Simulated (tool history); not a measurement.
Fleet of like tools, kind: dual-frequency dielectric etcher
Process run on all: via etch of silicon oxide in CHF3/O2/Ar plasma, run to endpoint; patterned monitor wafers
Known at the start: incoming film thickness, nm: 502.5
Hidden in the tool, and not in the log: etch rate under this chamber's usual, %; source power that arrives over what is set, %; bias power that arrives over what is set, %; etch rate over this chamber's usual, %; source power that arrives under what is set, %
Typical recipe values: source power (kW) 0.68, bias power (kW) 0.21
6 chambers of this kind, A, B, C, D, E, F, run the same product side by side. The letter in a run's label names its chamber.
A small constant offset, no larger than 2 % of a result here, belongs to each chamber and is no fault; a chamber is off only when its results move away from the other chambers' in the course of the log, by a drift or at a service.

run,day,source power (kW),bias power (kW),hours since the last wet clean,hours since the last source power generator calibration,hours since the last bias power generator calibration,endpoint time (s)
1D,0.504,0.68,0.21,245.9,2050.2,952.7,231.69
2C,0.812,0.68,0.21,565.2,4267.7,415,233.71
3E,1.125,0.68,0.21,290.8,2515.8,2334.2,233.48
4F,1.696,0.68,0.21,329.7,951.3,179.3,231.14
5A,2.267,0.68,0.21,80.4,454.2,2659.9,232.07
# day 2.412: chamber C: wet clean of the chamber
6B,2.804,0.68,0.21,273.1,1802.9,300.3,229.91
7B,3.175,0.68,0.21,282,1811.8,309.2,230.12
8C,3.554,0.68,0.21,27.5,4333.5,480.8,232.64
9F,3.871,0.68,0.21,381.9,1003.5,231.5,230.83
# day 4.058: chamber B: source power generator calibrated
10A,4.358,0.68,0.21,130.6,504.4,2710.1,230.86
11E,4.658,0.68,0.21,375.6,2600.6,2419,232.97
12D,5.104,0.68,0.21,356.3,2160.6,1063.1,233.11
13B,5.433,0.68,0.21,336.2,33.1,363.4,229.56
14C,5.896,0.68,0.21,83.7,4389.7,537,233.54
15F,6.354,0.68,0.21,441.5,1063.1,291.1,232.05
16E,6.721,0.68,0.21,425.1,2650.1,2468.5,234.01
17D,7.092,0.68,0.21,404,2208.3,1110.8,236.31
18A,7.496,0.68,0.21,205.9,579.7,2785.4,233.7
19C,7.95,0.62,0.256,133,4439,586.3,225.57
20A,8.462,0.62,0.256,229.1,602.9,2808.6,224.8
21E,8.888,0.62,0.256,477.1,2702.1,2520.5,224.93
22F,9.358,0.62,0.256,513.6,1135.2,363.2,223.16
23D,9.929,0.62,0.256,472.1,2276.4,1178.9,229.58
24B,10.517,0.62,0.256,458.2,155.1,485.4,221.76
25B,10.912,0.68,0.21,467.7,164.6,494.9,228.72
# day 11.15: chamber B: wet clean of the chamber
26D,11.412,0.68,0.21,507.7,2312,1214.5,237.2
27F,11.846,0.68,0.21,573.3,1194.9,422.9,229.94
28A,12.108,0.68,0.21,316.6,690.4,2896.1,232.75
29C,12.438,0.68,0.21,240.7,4546.7,694,231.92
30E,12.833,0.68,0.21,571.8,2796.8,2615.2,232.75
31C,13.383,0.68,0.21,263.4,4569.4,716.7,233.69
32A,13.971,0.68,0.21,361.3,735.1,2940.8,232.26
# day 14.204: chamber F: wet clean of the chamber
33B,14.3,0.68,0.21,75.7,245.9,576.2,230.03
34E,14.583,0.68,0.21,613.8,2838.8,2657.2,232.32
35F,15.179,0.68,0.21,23.4,1274.9,502.9,231.34
# day 15.396: chamber E: wet clean of the chamber
36D,15.646,0.68,0.21,609.3,2413.6,1316.1,240.78
37E,16.167,0.68,0.21,18.5,2876.8,2695.2,232.9

Which is it: a chamber that has drifted or been left off by a service, a gauge drift common to all chambers, or only each chamber's usual small offset? If a chamber is off, name it and its likeliest cause.

Chamber D drifts away from the others.
Cause: etch rate under this chamber's usual, % = 3.46.

Here are 4 candidates for chamber D's next run, each the usual settings with a change, their results left as question marks. Which one brings its results back in line with what the others give on the usual settings?
In line here means within this much of the mean the other chambers give on the usual settings: endpoint time (s) 2.7
38D-1,16.596,0.68,0.174,,,,?
38D-2,16.596,0.68,0.233,,,,?
38D-3,16.596,0.8,0.21,,,,?
38D-4,16.596,0.64,0.2,,,,?

What the other chambers average on the usual settings: endpoint time (s) 231.75
run,endpoint time (s)
38D-1,256.41
38D-2,232.26
38D-3,226.18
38D-4,250.54
Change 38D-2 lands the chamber within the allowed miss of the other chambers.

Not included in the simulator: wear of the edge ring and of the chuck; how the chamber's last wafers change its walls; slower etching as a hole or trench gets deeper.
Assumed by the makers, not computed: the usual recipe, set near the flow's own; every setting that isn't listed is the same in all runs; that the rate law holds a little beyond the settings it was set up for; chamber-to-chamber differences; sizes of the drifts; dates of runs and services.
